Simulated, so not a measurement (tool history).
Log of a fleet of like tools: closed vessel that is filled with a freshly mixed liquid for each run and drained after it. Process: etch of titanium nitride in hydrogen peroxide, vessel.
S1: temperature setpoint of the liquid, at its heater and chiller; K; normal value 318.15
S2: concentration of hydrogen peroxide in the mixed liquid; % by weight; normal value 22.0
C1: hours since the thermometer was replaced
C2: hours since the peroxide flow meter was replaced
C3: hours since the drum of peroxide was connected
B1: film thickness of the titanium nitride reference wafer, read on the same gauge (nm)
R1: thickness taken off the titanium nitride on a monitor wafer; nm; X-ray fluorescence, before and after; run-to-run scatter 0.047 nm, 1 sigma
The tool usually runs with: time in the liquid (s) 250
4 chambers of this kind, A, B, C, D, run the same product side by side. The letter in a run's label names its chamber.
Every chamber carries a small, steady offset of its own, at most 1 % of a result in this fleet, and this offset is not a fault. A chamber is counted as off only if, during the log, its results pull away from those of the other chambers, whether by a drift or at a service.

{"run": "1A", "hour": 2.6, "S1": 318.15, "S2": 22.0, "time in the liquid (s)": 250, "C1": 70.6, "C2": 764.5, "C3": 740.2, "B1": 120.0, "R1": 4.7648}
{"run": "2D", "hour": 6.8, "S1": 318.15, "S2": 22.0, "time in the liquid (s)": 250, "C1": 1939.8, "C2": 2034.6, "C3": 334.1, "B1": 120.0, "R1": 4.8442}
{"hour": 7.4, "done": "chamber D: peroxide flow meter replaced"}
{"run": "3B", "hour": 10.6, "S1": 318.15, "S2": 22.0, "time in the liquid (s)": 250, "C1": 2380.3, "C2": 546.2, "C3": 490.1, "B1": 120.0, "R1": 4.8361}
{"run": "4C", "hour": 13.2, "S1": 318.15, "S2": 22.0, "time in the liquid (s)": 250, "C1": 1012.5, "C2": 248.5, "C3": 1050.6, "B1": 120.0, "R1": 4.6827}
{"run": "5C", "hour": 15.3, "S1": 318.15, "S2": 22.0, "time in the liquid (s)": 250, "C1": 1014.6, "C2": 250.6, "C3": 1052.7, "B1": 119.99, "R1": 4.7419}
{"run": "6A", "hour": 18.7, "S1": 318.15, "S2": 22.0, "time in the liquid (s)": 250, "C1": 86.7, "C2": 780.6, "C3": 756.3, "B1": 120.0, "R1": 4.7805}
{"run": "7B", "hour": 22.7, "S1": 318.15, "S2": 22.0, "time in the liquid (s)": 250, "C1": 2392.4, "C2": 558.3, "C3": 502.2, "B1": 119.98, "R1": 4.8427}
{"run": "8D", "hour": 26.7, "S1": 318.15, "S2": 22.0, "time in the liquid (s)": 250, "C1": 1959.7, "C2": 19.4, "C3": 354.0, "B1": 120.01, "R1": 4.7888}
{"run": "9C", "hour": 30.5, "S1": 318.15, "S2": 22.0, "time in the liquid (s)": 250, "C1": 1029.8, "C2": 265.8, "C3": 1067.9, "B1": 120.01, "R1": 4.7396}
{"run": "10D", "hour": 33.1, "S1": 318.15, "S2": 22.0, "time in the liquid (s)": 250, "C1": 1966.1, "C2": 25.8, "C3": 360.4, "B1": 120.01, "R1": 4.8347}
{"run": "11A", "hour": 35.9, "S1": 318.15, "S2": 22.0, "time in the liquid (s)": 250, "C1": 103.9, "C2": 797.8, "C3": 773.5, "B1": 119.97, "R1": 4.7621}
{"run": "12B", "hour": 39.9, "S1": 318.15, "S2": 22.0, "time in the liquid (s)": 250, "C1": 2409.6, "C2": 575.5, "C3": 519.4, "B1": 120.01, "R1": 4.814}
{"run": "13A", "hour": 42.0, "S1": 318.15, "S2": 22.0, "time in the liquid (s)": 250, "C1": 110.0, "C2": 803.9, "C3": 779.6, "B1": 119.99, "R1": 4.8317}
{"run": "14C", "hour": 45.1, "S1": 318.15, "S2": 22.0, "time in the liquid (s)": 250, "C1": 1044.4, "C2": 280.4, "C3": 1082.5, "B1": 120.0, "R1": 4.6525}
{"run": "15B", "hour": 48.5, "S1": 311.65, "S2": 22.0, "time in the liquid (s)": 250, "C1": 2418.2, "C2": 584.1, "C3": 528.0, "B1": 120.03, "R1": 2.9484}
{"run": "16D", "hour": 51.6, "S1": 311.65, "S2": 22.0, "time in the liquid (s)": 250, "C1": 1984.6, "C2": 44.3, "C3": 378.9, "B1": 119.99, "R1": 2.8846}
{"run": "17D", "hour": 55.1, "S1": 311.65, "S2": 22.0, "time in the liquid (s)": 250, "C1": 1988.1, "C2": 47.8, "C3": 382.4, "B1": 120.02, "R1": 2.8693}
{"run": "18B", "hour": 57.2, "S1": 311.65, "S2": 22.0, "time in the liquid (s)": 250, "C1": 2426.9, "C2": 592.8, "C3": 536.7, "B1": 120.0, "R1": 2.9063}
{"run": "19C", "hour": 60.3, "S1": 318.15, "S2": 22.0, "time in the liquid (s)": 250, "C1": 1059.6, "C2": 295.6, "C3": 1097.7, "B1": 120.0, "R1": 4.531}
{"run": "20A", "hour": 62.3, "S1": 318.15, "S2": 22.0, "time in the liquid (s)": 250, "C1": 130.3, "C2": 824.2, "C3": 799.9, "B1": 119.99, "R1": 4.7854}
{"run": "21A", "hour": 65.3, "S1": 318.15, "S2": 22.0, "time in the liquid (s)": 250, "C1": 133.3, "C2": 827.2, "C3": 802.9, "B1": 120.0, "R1": 4.7569}
{"run": "22B", "hour": 68.3, "S1": 318.15, "S2": 22.0, "time in the liquid (s)": 250, "C1": 2438.0, "C2": 603.9, "C3": 547.8, "B1": 119.99, "R1": 4.7769}
{"run": "23C", "hour": 71.4, "S1": 318.15, "S2": 22.0, "time in the liquid (s)": 250, "C1": 1070.7, "C2": 306.7, "C3": 1108.8, "B1": 120.01, "R1": 4.4457}
{"run": "24D", "hour": 74.8, "S1": 318.15, "S2": 24.5, "time in the liquid (s)": 360, "C1": 2007.8, "C2": 67.5, "C3": 402.1, "B1": 120.0, "R1": 6.9558}
{"run": "25D", "hour": 78.0, "S1": 318.15, "S2": 24.5, "time in the liquid (s)": 360, "C1": 2011.0, "C2": 70.7, "C3": 405.3, "B1": 120.02, "R1": 7.1113}
{"run": "26B", "hour": 80.6, "S1": 318.15, "S2": 24.5, "time in the liquid (s)": 360, "C1": 2450.3, "C2": 616.2, "C3": 560.1, "B1": 120.01, "R1": 7.0859}
{"run": "27A", "hour": 82.7, "S1": 318.15, "S2": 24.5, "time in the liquid (s)": 360, "C1": 150.7, "C2": 844.6, "C3": 820.3, "B1": 120.01, "R1": 7.1491}
{"run": "28C", "hour": 86.4, "S1": 318.15, "S2": 22.0, "time in the liquid (s)": 250, "C1": 1085.7, "C2": 321.7, "C3": 1123.8, "B1": 120.0, "R1": 4.3954}
{"run": "29D", "hour": 89.6, "S1": 318.15, "S2": 22.0, "time in the liquid (s)": 250, "C1": 2022.6, "C2": 82.3, "C3": 416.9, "B1": 119.99, "R1": 4.6984}
{"run": "30A", "hour": 93.3, "S1": 318.15, "S2": 22.0, "time in the liquid (s)": 250, "C1": 161.3, "C2": 855.2, "C3": 830.9, "B1": 120.02, "R1": 4.7754}
{"run": "31C", "hour": 97.8, "S1": 318.15, "S2": 22.0, "time in the liquid (s)": 250, "C1": 1097.1, "C2": 333.1, "C3": 1135.2, "B1": 120.02, "R1": 4.2636}
{"run": "32B", "hour": 101.4, "S1": 311.15, "S2": 24.5, "time in the liquid (s)": 250, "C1": 2471.1, "C2": 637.0, "C3": 580.9, "B1": 120.01, "R1": 2.8366}

Predict what each chamber gives when all 4 of them run the settings below next.
{"run": "33A", "hour": 104.6, "S1": 318.15, "S2": 18.0, "time in the liquid (s)": 250, "R1": "?"}
{"run": "33B", "hour": 104.6, "S1": 318.15, "S2": 18.0, "time in the liquid (s)": 250, "R1": "?"}
{"run": "33C", "hour": 104.6, "S1": 318.15, "S2": 18.0, "time in the liquid (s)": 250, "R1": "?"}
{"run": "33D", "hour": 104.6, "S1": 318.15, "S2": 18.0, "time in the liquid (s)": 250, "R1": "?"}

run=33A R1=4.6432
run=33B R1=4.5691
run=33C R1=4.0506
run=33D R1=4.5746
